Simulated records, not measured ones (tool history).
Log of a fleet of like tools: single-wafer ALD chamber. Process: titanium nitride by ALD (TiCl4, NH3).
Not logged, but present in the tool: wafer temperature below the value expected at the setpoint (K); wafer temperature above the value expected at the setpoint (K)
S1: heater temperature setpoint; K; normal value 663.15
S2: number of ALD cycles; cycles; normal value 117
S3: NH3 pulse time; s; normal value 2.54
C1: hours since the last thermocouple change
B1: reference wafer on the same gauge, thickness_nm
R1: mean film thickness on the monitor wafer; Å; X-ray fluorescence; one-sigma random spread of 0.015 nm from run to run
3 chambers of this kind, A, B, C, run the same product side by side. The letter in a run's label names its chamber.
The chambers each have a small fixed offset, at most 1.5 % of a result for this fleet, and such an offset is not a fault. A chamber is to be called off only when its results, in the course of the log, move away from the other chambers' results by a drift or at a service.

run	day	S1	S2	S3	C1	B1	R1
1B	0.117	663.15	117	2.54	808.2	2.6194	25.412
2A	0.212	663.15	117	2.54	66.7	2.622	25.937
3C	0.312	663.15	117	2.54	490.8	2.6204	26.17
4A	0.479	663.15	117	2.54	73.1	2.6203	25.824
5C	0.662	663.15	117	2.54	499.2	2.6202	26.135
6B	0.754	663.15	103	1.75	823.5	2.6218	22.029
7C	0.896	663.15	103	1.75	504.8	2.6153	22.289
8A	1.054	663.15	103	1.75	86.9	2.6214	22.463
9B	1.238	663.15	117	2.54	835.1	2.623	25.673
10A	1.4	663.15	117	2.54	95.2	2.6181	25.931
11C	1.529	663.15	117	2.54	520	2.621	25.963
12B	1.683	663.15	117	2.54	845.8	2.6223	25.518
13B	1.771	652.15	117	2.54	847.9	2.6201	25.495
14A	1.892	652.15	117	2.54	107	2.6173	25.779
15C	1.983	652.15	117	2.54	530.9	2.6177	25.714
16A	2.117	663.15	117	2.54	112.4	2.6204	25.836
17C	2.238	663.15	117	2.54	537	2.6233	26.107
18B	2.371	663.15	117	2.54	862.3	2.6225	25.572
19C	2.554	663.15	117	2.54	544.6	2.6213	25.85
20B	2.683	663.15	117	2.54	869.8	2.6193	25.379
21A	2.867	663.15	117	2.54	130.4	2.6242	25.829
22A	2.979	663.15	117	2.54	133.1	2.6229	26.045
23B	3.108	663.15	117	2.54	880	2.6211	25.725
24C	3.25	663.15	117	2.54	561.3	2.6177	26.147
25C	3.429	663.15	117	2.54	565.6	2.6193	25.945
26A	3.575	663.15	117	2.54	147.4	2.616	25.832
27B	3.717	663.15	117	2.54	894.6	2.6233	25.405
28C	3.862	663.15	102	3.26	576	2.6217	22.864
29B	3.979	663.15	102	3.26	900.9	2.6199	22.505
30A	4.112	663.15	102	3.26	160.3	2.621	22.696
31C	4.217	663.15	110	3.33	584.5	2.6195	24.458
32A	4.333	663.15	110	3.33	165.6	2.6197	24.642

Which is it: a chamber that has drifted or been left off by a service, a gauge drift common to all chambers, or only each chamber's usual small offset? If a chamber is off, name it and its likeliest cause.

Nothing is wrong: each chamber keeps only its own small, steady offset and the gauge holds still.

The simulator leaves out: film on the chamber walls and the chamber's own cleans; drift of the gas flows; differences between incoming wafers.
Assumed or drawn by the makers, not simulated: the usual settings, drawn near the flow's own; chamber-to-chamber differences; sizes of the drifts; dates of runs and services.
